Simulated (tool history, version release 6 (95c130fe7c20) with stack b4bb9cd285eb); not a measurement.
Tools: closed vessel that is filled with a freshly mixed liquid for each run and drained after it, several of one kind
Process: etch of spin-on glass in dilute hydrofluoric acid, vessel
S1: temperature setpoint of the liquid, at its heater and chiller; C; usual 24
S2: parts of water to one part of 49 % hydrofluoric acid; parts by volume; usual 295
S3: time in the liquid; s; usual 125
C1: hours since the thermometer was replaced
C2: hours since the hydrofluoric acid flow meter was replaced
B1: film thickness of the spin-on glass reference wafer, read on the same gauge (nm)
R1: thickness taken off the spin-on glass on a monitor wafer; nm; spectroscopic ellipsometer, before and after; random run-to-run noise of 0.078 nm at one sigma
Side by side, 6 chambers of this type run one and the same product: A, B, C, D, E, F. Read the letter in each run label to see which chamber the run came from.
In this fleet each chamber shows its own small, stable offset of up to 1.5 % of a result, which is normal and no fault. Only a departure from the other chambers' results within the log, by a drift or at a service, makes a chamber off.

{"run": "1E", "day": 0.521, "S1": 24, "S2": 295, "S3": 125, "C1": 1005.6, "C2": 569.7, "B1": 80.05, "R1": 9.5447}
{"run": "2F", "day": 0.95, "S1": 24, "S2": 295, "S3": 125, "C1": 945.0, "C2": 2139.5, "B1": 80.002, "R1": 9.6546}
{"day": 0.988, "done": "chamber A: hydrofluoric acid flow meter replaced"}
{"run": "3D", "day": 1.362, "S1": 24, "S2": 295, "S3": 125, "C1": 1202.8, "C2": 857.4, "B1": 80.029, "R1": 9.5101}
{"run": "4B", "day": 1.742, "S1": 24, "S2": 295, "S3": 125, "C1": 692.8, "C2": 1683.8, "B1": 80.003, "R1": 9.3461}
{"day": 1.896, "done": "chamber B: hydrofluoric acid flow meter replaced"}
{"run": "5A", "day": 2.038, "S1": 24, "S2": 295, "S3": 125, "C1": 1674.6, "C2": 25.3, "B1": 79.967, "R1": 9.6197}
{"run": "6C", "day": 2.35, "S1": 24, "S2": 295, "S3": 125, "C1": 755.1, "C2": 1375.8, "B1": 79.984, "R1": 9.5578}
{"run": "7D", "day": 2.675, "S1": 24, "S2": 420, "S3": 125, "C1": 1234.3, "C2": 888.9, "B1": 80.033, "R1": 6.0504}
{"run": "8A", "day": 3.067, "S1": 24, "S2": 420, "S3": 125, "C1": 1699.3, "C2": 50.0, "B1": 80.033, "R1": 6.0521}
{"run": "9C", "day": 3.633, "S1": 24, "S2": 420, "S3": 125, "C1": 785.9, "C2": 1406.6, "B1": 80.006, "R1": 6.0938}
{"run": "10F", "day": 4.138, "S1": 24, "S2": 420, "S3": 125, "C1": 1021.5, "C2": 2216.0, "B1": 80.009, "R1": 5.9703}
{"run": "11B", "day": 4.612, "S1": 24, "S2": 420, "S3": 125, "C1": 761.7, "C2": 65.3, "B1": 79.956, "R1": 5.9206}
{"run": "12E", "day": 4.983, "S1": 24, "S2": 420, "S3": 125, "C1": 1112.7, "C2": 676.8, "B1": 79.968, "R1": 5.9942}
{"run": "13A", "day": 5.267, "S1": 24, "S2": 295, "S3": 125, "C1": 1752.1, "C2": 102.8, "B1": 80.054, "R1": 9.5624}
{"run": "14C", "day": 5.562, "S1": 24, "S2": 295, "S3": 60, "C1": 832.2, "C2": 1452.9, "B1": 80.025, "R1": 4.6388}
{"run": "15E", "day": 5.921, "S1": 24, "S2": 295, "S3": 60, "C1": 1135.2, "C2": 699.3, "B1": 79.931, "R1": 4.5764}
{"run": "16B", "day": 6.446, "S1": 24, "S2": 295, "S3": 60, "C1": 805.7, "C2": 109.3, "B1": 80.022, "R1": 4.5476}
{"run": "17D", "day": 6.779, "S1": 24, "S2": 295, "S3": 60, "C1": 1332.8, "C2": 987.4, "B1": 80.01, "R1": 4.6269}
{"run": "18F", "day": 7.208, "S1": 24, "S2": 295, "S3": 60, "C1": 1095.2, "C2": 2289.7, "B1": 79.968, "R1": 4.6743}
{"day": 7.354, "done": "chamber F: hydrofluoric acid flow meter replaced"}
{"day": 7.45, "done": "chamber A: thermometer replaced"}
{"run": "19D", "day": 7.658, "S1": 24, "S2": 295, "S3": 60, "C1": 1353.9, "C2": 1008.5, "B1": 79.996, "R1": 4.6132}
{"run": "20A", "day": 7.904, "S1": 24, "S2": 295, "S3": 125, "C1": 10.9, "C2": 166.1, "B1": 80.038, "R1": 9.6035}
{"run": "21F", "day": 8.333, "S1": 24, "S2": 295, "S3": 125, "C1": 1122.2, "C2": 23.6, "B1": 79.983, "R1": 9.5048}
{"run": "22B", "day": 8.667, "S1": 26, "S2": 295, "S3": 125, "C1": 859.0, "C2": 162.6, "B1": 79.964, "R1": 10.096}
{"run": "23E", "day": 8.925, "S1": 26, "S2": 295, "S3": 125, "C1": 1207.3, "C2": 771.4, "B1": 79.992, "R1": 10.3}
{"run": "24C", "day": 9.333, "S1": 26, "S2": 295, "S3": 125, "C1": 922.7, "C2": 1543.4, "B1": 79.987, "R1": 10.351}
{"run": "25C", "day": 9.746, "S1": 26, "S2": 295, "S3": 125, "C1": 932.6, "C2": 1553.3, "B1": 80.023, "R1": 10.199}
{"day": 9.883, "done": "chamber E: thermometer replaced"}
{"run": "26E", "day": 10.008, "S1": 26, "S2": 295, "S3": 125, "C1": 3.1, "C2": 797.4, "B1": 80.013, "R1": 10.058}
{"day": 10.071, "done": "chamber C: hydrofluoric acid flow meter replaced"}
{"run": "27A", "day": 10.475, "S1": 26, "S2": 295, "S3": 125, "C1": 72.6, "C2": 227.8, "B1": 80.003, "R1": 10.233}
{"run": "28B", "day": 10.967, "S1": 24, "S2": 295, "S3": 125, "C1": 914.2, "C2": 217.8, "B1": 80.004, "R1": 9.3509}
{"run": "29F", "day": 11.367, "S1": 24, "S2": 295, "S3": 125, "C1": 1195.0, "C2": 96.4, "B1": 80.032, "R1": 9.585}
{"run": "30D", "day": 11.888, "S1": 20, "S2": 295, "S3": 60, "C1": 1455.4, "C2": 1110.0, "B1": 79.98, "R1": 3.8776}
{"run": "31F", "day": 12.362, "S1": 20, "S2": 295, "S3": 60, "C1": 1218.9, "C2": 120.3, "B1": 79.952, "R1": 4.0306}
{"run": "32E", "day": 12.779, "S1": 20, "S2": 295, "S3": 60, "C1": 69.6, "C2": 863.9, "B1": 79.954, "R1": 3.9825}
{"run": "33A", "day": 13.062, "S1": 20, "S2": 295, "S3": 60, "C1": 134.7, "C2": 289.9, "B1": 79.957, "R1": 3.9794}
{"run": "34C", "day": 13.567, "S1": 20, "S2": 295, "S3": 60, "C1": 1024.3, "C2": 84.0, "B1": 80.062, "R1": 4.054}
{"run": "35D", "day": 14.071, "S1": 20, "S2": 295, "S3": 60, "C1": 1507.8, "C2": 1162.4, "B1": 80.038, "R1": 3.8386}
{"run": "36B", "day": 14.617, "S1": 24, "S2": 295, "S3": 125, "C1": 1001.8, "C2": 305.4, "B1": 80.012, "R1": 9.5005}
{"run": "37E", "day": 15.025, "S1": 24, "S2": 230, "S3": 65, "C1": 123.5, "C2": 917.8, "B1": 80.011, "R1": 6.891}
{"run": "38C", "day": 15.588, "S1": 24, "S2": 230, "S3": 65, "C1": 1072.8, "C2": 132.5, "B1": 79.945, "R1": 6.894}
{"run": "39B", "day": 15.904, "S1": 24, "S2": 230, "S3": 65, "C1": 1032.7, "C2": 336.3, "B1": 80.023, "R1": 6.8547}
{"run": "40D", "day": 16.196, "S1": 24, "S2": 230, "S3": 65, "C1": 1558.8, "C2": 1213.4, "B1": 79.992, "R1": 6.5206}
{"run": "41F", "day": 16.7, "S1": 24, "S2": 230, "S3": 65, "C1": 1323.0, "C2": 224.4, "B1": 79.976, "R1": 6.8952}
{"run": "42A", "day": 17.258, "S1": 24, "S2": 230, "S3": 65, "C1": 235.4, "C2": 390.6, "B1": 79.98, "R1": 6.8239}
{"run": "43A", "day": 17.662, "S1": 24, "S2": 295, "S3": 125, "C1": 245.1, "C2": 400.3, "B1": 80.024, "R1": 9.6985}

Read the log: is a single chamber off, either drifting away or since a service, is the gauge that measures every chamber drifting, or is nothing wrong beyond small per-chamber offsets? Name any odd chamber and what most likely caused it.

Chamber D drifts away from the others.
Most likely cause: hydrofluoric acid flow below the setpoint (%) = 3.8.
It could be hard to tell apart here from: liquid colder than its thermometer reads (K).

Which of the 4 candidates below, each the usual settings with something changed and its results left as question marks, puts chamber D back in line with what the other chambers give on the usual settings?
Maximum distance from the other chambers' mean on the usual settings for a result to count as in line: R1 0.2700 nm
{"run": "44D-1", "day": 18.067, "S1": 27.0, "S2": 295, "S3": 125, "R1": "?"}
{"run": "44D-2", "day": 18.067, "S1": 24.0, "S2": 305, "S3": 125, "R1": "?"}
{"run": "44D-3", "day": 18.067, "S1": 24.0, "S2": 320, "S3": 125, "R1": "?"}
{"run": "44D-4", "day": 18.067, "S1": 25.5, "S2": 295, "S3": 125, "R1": "?"}

Mean of the other chambers on the usual settings: R1 9.5892 nm
run=44D-1 R1=10.0260
run=44D-2 R1=8.6744
run=44D-3 R1=8.1470
run=44D-4 R1=9.5359
44D-4 is the one that brings the chamber's results back in line with the other chambers.

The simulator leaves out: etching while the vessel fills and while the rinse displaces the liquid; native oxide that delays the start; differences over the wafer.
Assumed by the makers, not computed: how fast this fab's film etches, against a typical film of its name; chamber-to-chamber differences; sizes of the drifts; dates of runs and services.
